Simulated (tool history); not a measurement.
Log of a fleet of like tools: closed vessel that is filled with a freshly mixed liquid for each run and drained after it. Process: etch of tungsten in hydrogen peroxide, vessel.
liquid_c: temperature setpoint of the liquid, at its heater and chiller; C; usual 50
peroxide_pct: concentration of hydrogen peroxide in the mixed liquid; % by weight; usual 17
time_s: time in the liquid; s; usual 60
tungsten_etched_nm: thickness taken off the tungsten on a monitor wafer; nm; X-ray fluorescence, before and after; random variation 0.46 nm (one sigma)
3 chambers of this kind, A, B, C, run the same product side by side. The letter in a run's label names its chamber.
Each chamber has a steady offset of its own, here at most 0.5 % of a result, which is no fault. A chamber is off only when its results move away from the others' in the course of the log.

run   hour  liquid_c  peroxide_pct  time_s  hours since the thermometer was replaced  hours since the peroxide flow meter was replaced  hours since the drum of peroxide was connected  read-back film thickness of the tungsten reference wafer, read on the same gauge (nm)  tungsten_etched_nm
       6.2  -- chamber B: thermometer replaced
 1B   14.6        50            17      60                                       8.5                                             478.9                                           247.1                                                                                 99.996              66.278
 2A     27        50            17      60                                    1478.8                                            1770.2                                            83.9                                                                                 99.981              66.439
 3C   37.3        50            17      60                                       945                                             535.7                                           636.8                                                                                 100.02              66.411
 4C     53        50            17      60                                     960.7                                             551.4                                           652.5                                                                                 99.995              66.316
 5B     69        43            13      60                                      62.9                                             533.3                                           301.5                                                                                 100.01               37.75
 6A     77        43            13      60                                    1528.8                                            1820.2                                           133.9                                                                                 100.02              37.325
 7A   84.1        43            13      60                                    1535.9                                            1827.3                                             141                                                                                 100.03               37.06
 8C   96.2        50            21      70                                    1003.9                                             594.6                                           695.7                                                                                 99.973              86.435
 9B  109.6        50            21      70                                     103.5                                             573.9                                           342.1                                                                                 99.963              85.836
10C  122.4        50            21      70                                    1030.1                                             620.8                                           721.9                                                                                 100.03              86.731
11A  135.1      57.5            17      60                                    1586.9                                            1878.3                                             192                                                                                 100.02              102.76
12B  148.7      57.5            17      60                                     142.6                                               613                                           381.2                                                                                 99.982              104.17
13C  158.1      57.5            17      60                                    1065.8                                             656.5                                           757.6                                                                                 99.985              104.49
14A    172        50            17      60                                    1623.8                                            1915.2                                           228.9                                                                                    100              65.716
15B  179.6        50            17      60                                     173.5                                             643.9                                           412.1                                                                                  99.98               65.95
16B  192.2        50            17      60                                     186.1                                             656.5                                           424.7                                                                                 99.948              66.602
17C  202.8        50            17      60                                    1110.5                                             701.2                                           802.3                                                                                    100              67.264
18A  212.8        42            17      60                                    1664.6                                              1956                                           269.7                                                                                 100.03              40.264
19B  226.2        42            17      60                                     220.1                                             690.5                                           458.7                                                                                    100              40.507
20C  241.8        42            17      60                                    1149.5                                             740.2                                           841.3                                                                                 100.02              41.643
     248.6  -- chamber A: peroxide flow meter replaced
21A  252.4        50            17      60                                    1704.2                                               3.8                                           309.3                                                                                 99.994              65.545
22A  261.9        46          13.5      60                                    1713.7                                              13.3                                           318.8                                                                                 100.02              45.732
23C  269.8        46          13.5      60                                    1177.5                                             768.2                                           869.3                                                                                 99.993              47.922
24B  281.3        46          13.5      60                                     275.2                                             745.6                                           513.8                                                                                    100              46.365
25A  293.1        50            17      60                                    1744.9                                              44.5                                             350                                                                                 99.985              66.425
     304.2  -- chamber A: new drum of peroxide connected
26B  307.3        50            17      60                                     301.2                                             771.6                                           539.8                                                                                    100              66.047
27C  318.6        50            17      60                                    1226.3                                               817                                           918.1                                                                                 99.975              69.542
28A  326.4        50            17      60                                    1778.2                                              77.8                                            22.3                                                                                 100.03               66.53
29C  333.6      55.5          14.5      60                                    1241.3                                               832                                           933.1                                                                                 100.01              89.585
30B  341.5      55.5          14.5      60                                     335.4                                             805.8                                             574                                                                                 100.01               84.74
31B  349.6      55.5          14.5      60                                     343.5                                             813.9                                           582.1                                                                                 99.962              83.668
32A  363.8        50            17      60                                    1815.6                                             115.2                                            59.7                                                                                 99.945              65.678
33C  377.8        50            17      60                                    1285.5                                             876.2                                           977.3                                                                                 100.02              71.622
34C  392.3        42            19      60                                      1300                                             890.7                                           991.8                                                                                 100.01              46.277
35B  407.1        42            19      60                                       401                                             871.4                                           639.6                                                                                 100.01              42.726
36A  418.4        42            19      60                                    1870.2                                             169.8                                           114.3                                                                                 100.03              42.055
37B  427.5        50            17      60                                     421.4                                             891.8                                             660                                                                                 100.03              66.836
38C  437.3        50            17      60                                      1345                                             935.7                                          1036.8                                                                                 99.958              72.537
39A  451.4        50            17      60                                    1903.2                                             202.8                                           147.3                                                                                 99.978              66.167
40A  458.5        50            17      60                                    1910.3                                             209.9                                           154.4                                                                                 99.982              66.672

Is one chamber off against the others, does the gauge drift, or is nothing wrong? If a chamber is off, say which, and what the likeliest cause is.

Chamber C drifts away from the others.
Cause: liquid hotter than its thermometer reads (K) = 1.42.

Here are 4 candidates for chamber C's next run, each the usual settings with a change, their results left as question marks. Which one brings its results back in line with what the others give on the usual settings?
In line means no further than this from the other chambers' mean on the usual settings: tungsten_etched_nm 1.6 nm
41C-1   470        51            17      65                                                                                                                                                                                                                                                      ?
41C-2   470        50            17      55                                                                                                                                                                                                                                                      ?
41C-3   470      51.5            17      60                                                                                                                                                                                                                                                      ?
41C-4   470        48          16.5      60                                                                                                                                                                                                                                                      ?

The other chambers' mean on the usual settings: tungsten_etched_nm 66.235 nm
  run  tungsten_etched_nm
41C-1              83.487
41C-2              66.543
41C-3               79.37
41C-4              63.385
41C-2 brings the chamber back in line.

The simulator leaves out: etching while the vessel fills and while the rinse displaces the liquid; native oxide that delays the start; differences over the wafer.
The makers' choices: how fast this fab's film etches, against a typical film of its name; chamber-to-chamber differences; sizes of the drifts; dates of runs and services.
